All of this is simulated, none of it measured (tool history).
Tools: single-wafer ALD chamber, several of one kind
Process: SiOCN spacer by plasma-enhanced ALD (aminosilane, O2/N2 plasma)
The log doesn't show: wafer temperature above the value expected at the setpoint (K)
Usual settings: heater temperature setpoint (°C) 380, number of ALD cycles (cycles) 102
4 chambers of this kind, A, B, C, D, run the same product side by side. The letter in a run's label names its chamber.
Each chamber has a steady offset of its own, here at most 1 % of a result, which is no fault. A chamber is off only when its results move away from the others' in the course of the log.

run,hour,heater temperature setpoint (°C),number of ALD cycles (cycles),hours since the last thermocouple change,"read-back reference wafer on the same gauge, thickness_nm",mean film thickness on the monitor wafer (Å)
1B,9.3,380,102,1795.4,6.3951,61.888
2A,22.5,380,102,1222.6,6.3977,61.281
3D,30.5,380,102,287.6,6.3969,61.18
4C,40.3,380,102,1538,6.3967,61.048
5B,52.3,380,102,1838.4,6.3958,61.892
6D,60.9,387,116,318,6.3954,69.505
7C,72.1,387,116,1569.8,6.3934,69.403
8A,80.6,387,116,1280.7,6.3934,69.833
9B,93.2,387,116,1879.3,6.3922,70.294
10C,104.5,380,102,1602.2,6.3901,61.051
11D,115.9,380,102,373,6.3866,61.127
12A,126.4,380,102,1326.5,6.3864,61.586
# hour 135.9: chamber B: thermocouple changed; heater temperature recalibrated
13D,140.3,380,102,397.4,6.385,61.032
14A,147.3,380,102,1347.4,6.3843,61.266
15B,156.5,380,102,20.6,6.3823,61.738
16C,164.1,380,102,1661.8,6.3839,60.839
17B,176.3,380,102,40.4,6.3824,61.694
# hour 185.9: chamber C: thermocouple changed; heater temperature recalibrated
18D,190.6,380,102,447.7,6.3797,60.884
19C,199.5,380,102,13.7,6.3788,61.037
20A,206.8,380,102,1406.9,6.3787,61.309
21D,215.8,380,102,472.9,6.3773,60.792
22C,222.8,380,102,37,6.3783,60.657
23B,235.3,391,102,99.4,6.3745,61.763
24A,246.8,391,102,1446.9,6.3734,61.198
25A,255.4,391,102,1455.5,6.3749,61.175
26C,268.3,391,102,82.5,6.3737,60.851
27B,279.1,380,102,143.2,6.3683,61.775
28D,287.1,380,102,544.2,6.3716,60.895
29A,301.1,380,102,1501.2,6.3693,61.085
30D,308.9,380,102,566,6.3672,60.885
31B,318,380,102,182.1,6.3673,61.755
32C,332.7,380,102,146.9,6.3672,60.674
33C,344.4,380,102,158.6,6.3613,60.572
34B,356.2,380,102,220.3,6.3624,61.657
35A,368.3,380,102,1568.4,6.359,61.062
36D,375.9,380,102,633,6.3597,60.737
37C,384.6,380,102,198.8,6.3613,60.59

All 4 chambers run these settings next. Forecast each chamber's results:
38A,395.8,380,102,,,?
38B,395.8,380,102,,,?
38C,395.8,380,102,,,?
38D,395.8,380,102,,,?

run,mean film thickness on the monitor wafer (Å)
38A,61.201
38B,61.44
38C,60.72
38D,60.785
